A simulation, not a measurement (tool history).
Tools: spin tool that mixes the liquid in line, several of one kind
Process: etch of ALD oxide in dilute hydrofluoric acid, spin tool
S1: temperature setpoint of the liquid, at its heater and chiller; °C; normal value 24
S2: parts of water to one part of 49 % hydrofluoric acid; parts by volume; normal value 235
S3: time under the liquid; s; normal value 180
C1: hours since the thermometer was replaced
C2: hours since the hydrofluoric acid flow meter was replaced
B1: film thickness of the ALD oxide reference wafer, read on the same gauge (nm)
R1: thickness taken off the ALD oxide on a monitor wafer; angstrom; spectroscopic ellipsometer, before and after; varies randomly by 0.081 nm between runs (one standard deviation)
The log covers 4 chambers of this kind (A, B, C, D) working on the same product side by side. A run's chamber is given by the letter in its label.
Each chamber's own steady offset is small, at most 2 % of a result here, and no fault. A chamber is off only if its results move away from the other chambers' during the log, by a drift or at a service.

run   hour    S1   S2   S3      C1      C2      B1      R1
 1D    7.4    24  235  180  1884.9    73.5  129.98  92.178
 2B   14.2    24  235  180   584.3   368.8     130  90.487
 3A   22.2    24  235  180  1346.6  1094.2  130.03    89.8
 4C   33.3    24  235  180   257.1  1296.3  130.01  89.864
 5D   39.3    24  235  180  1916.8   105.4  129.98   91.69
 6A   50.7    24  235  180  1375.1  1122.7  129.99  88.855
 7B   63.4    24  235  180   633.5     418  130.02  92.986
 8C   73.4    24  235  180   297.2  1336.4  130.05  89.777
 9C   85.8    24  235  180   309.6  1348.8  129.97  89.728
10B   93.3    24  235  180   663.4   447.9  129.99  91.495
11D  105.4    24  325  180  1982.9   171.5  130.02  60.208
12A  114.5    24  325  180  1438.9  1186.5  129.99   58.52
     115.3  -- chamber B: hydrofluoric acid flow meter replaced
13A  120.7    24  325  180  1445.1  1192.7  129.98  60.153
14D  132.3    24  325  180  2009.8   198.4  130.03  59.746
15C  140.4    24  235  180   364.2  1403.4  129.99  89.987
16B  149.3    26  235  120   719.4    34.1  129.99  65.436
17A  161.8    26  235  120  1486.2  1233.8  129.99  64.866
18D  169.4    26  235  120  2046.9   235.5  129.98  64.766
19C  181.9    26  235  120   405.7  1444.9  129.98  64.992
20B  194.8    24  235  180   764.9    79.6  130.01  91.692
21B  208.1    24  235  180   778.2    92.9  130.01  90.648
22D  216.7    24  175  105  2094.2   282.8  130.01  75.558
23C  227.6    24  175  105   451.4  1490.6     130  74.544
24A  236.5    24  175  105  1560.9  1308.5     130  76.498
25B  248.9    24  175  105     819   133.7     130  74.746
26A  259.5    24  235  180  1583.9  1331.5  129.97  92.955
27C  270.4    24  235  180   494.2  1533.4  130.01  90.639
28D  281.1    24  315  130  2158.6   347.2  130.03  46.589
29A  287.2    24  315  130  1611.6  1359.2     130  46.907
30D  296.7    24  315  130  2174.2   362.8     130  45.811
31C  303.2    24  315  130     527  1566.2  130.01  45.173
32B  312.3    24  235  180   882.4   197.1  129.99  92.392
33B    321    24  310  250   891.1   205.8     130  88.923
34A  332.8    24  310  250  1657.2  1404.8     130  92.645
35C  339.8    24  310  250   563.6  1602.8  130.06  87.691
36D  347.5    24  310  250    2225   413.6  129.98  88.187
37A  357.1    24  235  180  1681.5  1429.1  129.99  96.386
38D  369.3    24  235  180  2246.8   435.4  129.99  91.315
39C  378.7    24  235  180   602.5  1641.7     130  90.273
     380.5  -- chamber B: thermometer replaced
40B  388.2    24  235  180     7.8     273  130.01  91.484
41B  394.4  19.5  335  180      14   279.2  130.02   50.31
42A  404.6  19.5  335  180    1729  1476.6  129.99  52.342
43D  414.8  19.5  335  180  2292.3   480.9     130  49.075
44C  424.1  19.5  335  180   647.9  1687.1  129.99  49.094

Is one chamber off against the others, does the gauge drift, or is nothing wrong? If a chamber is off, say which, and what the likeliest cause is.

It is chamber A that slowly wanders off from its peers.
Most likely cause: liquid hotter than its thermometer reads (K) = 2.42.
From this log alone, it may not be told apart from: hydrofluoric acid flow above the setpoint (%).

Below are 4 candidate recipes for chamber A's next run, each the usual settings with a change, their results shown as question marks. Which of them brings A's results back in line with what the other chambers give on the usual settings?
In line means no further than this from the other chambers' mean on the usual settings: R1 2.8 angstrom
45A-1   434  24  235  170               ?
45A-2   434  24  220  190               ?
45A-3   434  24  235  195               ?
45A-4   434  24  250  170               ?

Other chambers, usual settings, mean: R1 90.951 angstrom
  run      R1
45A-1  92.232
45A-2   111.9
45A-3   105.8
45A-4  85.331
45A-1 puts the chamber back in line with the other chambers.

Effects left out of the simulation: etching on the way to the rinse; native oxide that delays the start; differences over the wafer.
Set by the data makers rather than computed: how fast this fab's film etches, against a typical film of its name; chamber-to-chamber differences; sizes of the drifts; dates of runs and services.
